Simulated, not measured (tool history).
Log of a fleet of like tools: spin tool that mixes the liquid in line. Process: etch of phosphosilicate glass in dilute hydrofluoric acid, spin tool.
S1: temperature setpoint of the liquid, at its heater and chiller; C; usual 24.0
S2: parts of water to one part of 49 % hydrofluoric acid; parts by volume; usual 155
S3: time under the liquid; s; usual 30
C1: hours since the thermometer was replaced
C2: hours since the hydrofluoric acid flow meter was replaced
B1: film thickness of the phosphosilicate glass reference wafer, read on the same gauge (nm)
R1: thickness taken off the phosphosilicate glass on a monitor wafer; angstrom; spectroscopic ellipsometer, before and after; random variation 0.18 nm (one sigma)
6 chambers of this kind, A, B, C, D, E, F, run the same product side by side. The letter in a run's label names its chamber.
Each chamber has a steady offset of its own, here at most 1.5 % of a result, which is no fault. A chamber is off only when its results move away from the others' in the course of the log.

run     day    S1   S2  S3      C1      C2      B1      R1
 1D   0.308  24.0  155  30   284.9   768.0  60.000  285.10
 2C   0.746  24.0  155  30  1192.9   965.2  59.969  284.07
 3A   1.254  24.0  155  30   245.6  1905.2  60.026  285.22
 4B   1.750  24.0  155  30  2061.1  1200.0  60.002  291.49
 5E   2.112  24.0  155  30   465.6   258.0  59.975  289.46
      2.129  -- chamber A: hydrofluoric acid flow meter replaced
 6F   2.425  24.0  155  30   623.6  1436.5  59.987  287.16
 7D   2.783  24.0  155  30   344.3   827.4  59.976  288.88
 8F   3.242  24.0  155  30   643.2  1456.1  60.018  284.69
 9A   3.754  24.0  155  30   305.6    39.1  60.042  287.07
10B   4.250  24.0  155  30  2121.1  1260.0  59.974  293.84
      4.438  -- chamber B: thermometer replaced
11C   4.517  24.0  110  30  1283.4  1055.7  60.016  424.07
12E   4.933  24.0  110  30   533.3   325.7  60.034  427.56
13A   5.346  24.0  110  30   343.8    77.3  60.003  421.64
14D   5.646  24.0  110  30   413.0   896.1  59.981  428.71
15E   6.008  24.0  110  30   559.1   351.5  59.978  434.02
16F   6.442  24.0  110  30   720.0  1532.9  60.007  427.30
17C   6.750  24.0  155  30  1337.0  1109.3  60.018  286.51
18B   7.225  24.0  155  30    67.0  1331.4  59.992  291.46
19F   7.688  24.0  155  30   749.9  1562.8  59.998  287.00
20D   8.108  24.0  155  30   472.1   955.2  60.007  288.39
21B   8.483  24.0  155  30    97.2  1361.6  59.980  289.97
22C   8.975  24.0  155  30  1390.4  1162.7  59.998  286.47
23A   9.425  24.0  155  30   441.7   175.2  59.977  286.99
24E   9.667  24.0  155  30   646.9   439.3  59.983  288.36
25C  10.100  24.0  155  30  1417.4  1189.7  59.996  285.40
26A  10.433  24.0  155  30   465.9   199.4  59.990  285.63
27B  10.883  24.0  155  30   154.8  1419.2  60.008  290.03
28F  11.146  21.5  120  30   832.9  1645.8  59.970  351.81
29D  11.658  21.5  120  30   557.3  1040.4  60.004  349.48
30E  11.925  21.5  120  30   701.1   493.5  60.009  354.32
31C  12.346  21.5  120  30  1471.3  1243.6  60.028  354.20
32F  12.850  21.5  120  30   873.8  1686.7  60.019  350.53
33D  13.121  21.5  120  30   592.4  1075.5  59.991  349.73
34E  13.446  24.0  155  30   737.6   530.0  59.992  287.73
35A  13.775  24.0  155  30   546.1   279.6  59.975  285.83
36B  14.075  24.0  155  30   231.4  1495.8  59.994  292.29
37C  14.504  24.0  155  30  1523.1  1295.4  60.016  286.96
38E  14.992  24.0  155  30   774.7   567.1  59.989  289.40

What goes on in this fleet: one chamber off, a drifting gauge, or nothing beyond the chambers' own small offsets? Name the chamber and the cause, if any.

No chamber stands off beyond its own small offset, and the gauge holds steady.

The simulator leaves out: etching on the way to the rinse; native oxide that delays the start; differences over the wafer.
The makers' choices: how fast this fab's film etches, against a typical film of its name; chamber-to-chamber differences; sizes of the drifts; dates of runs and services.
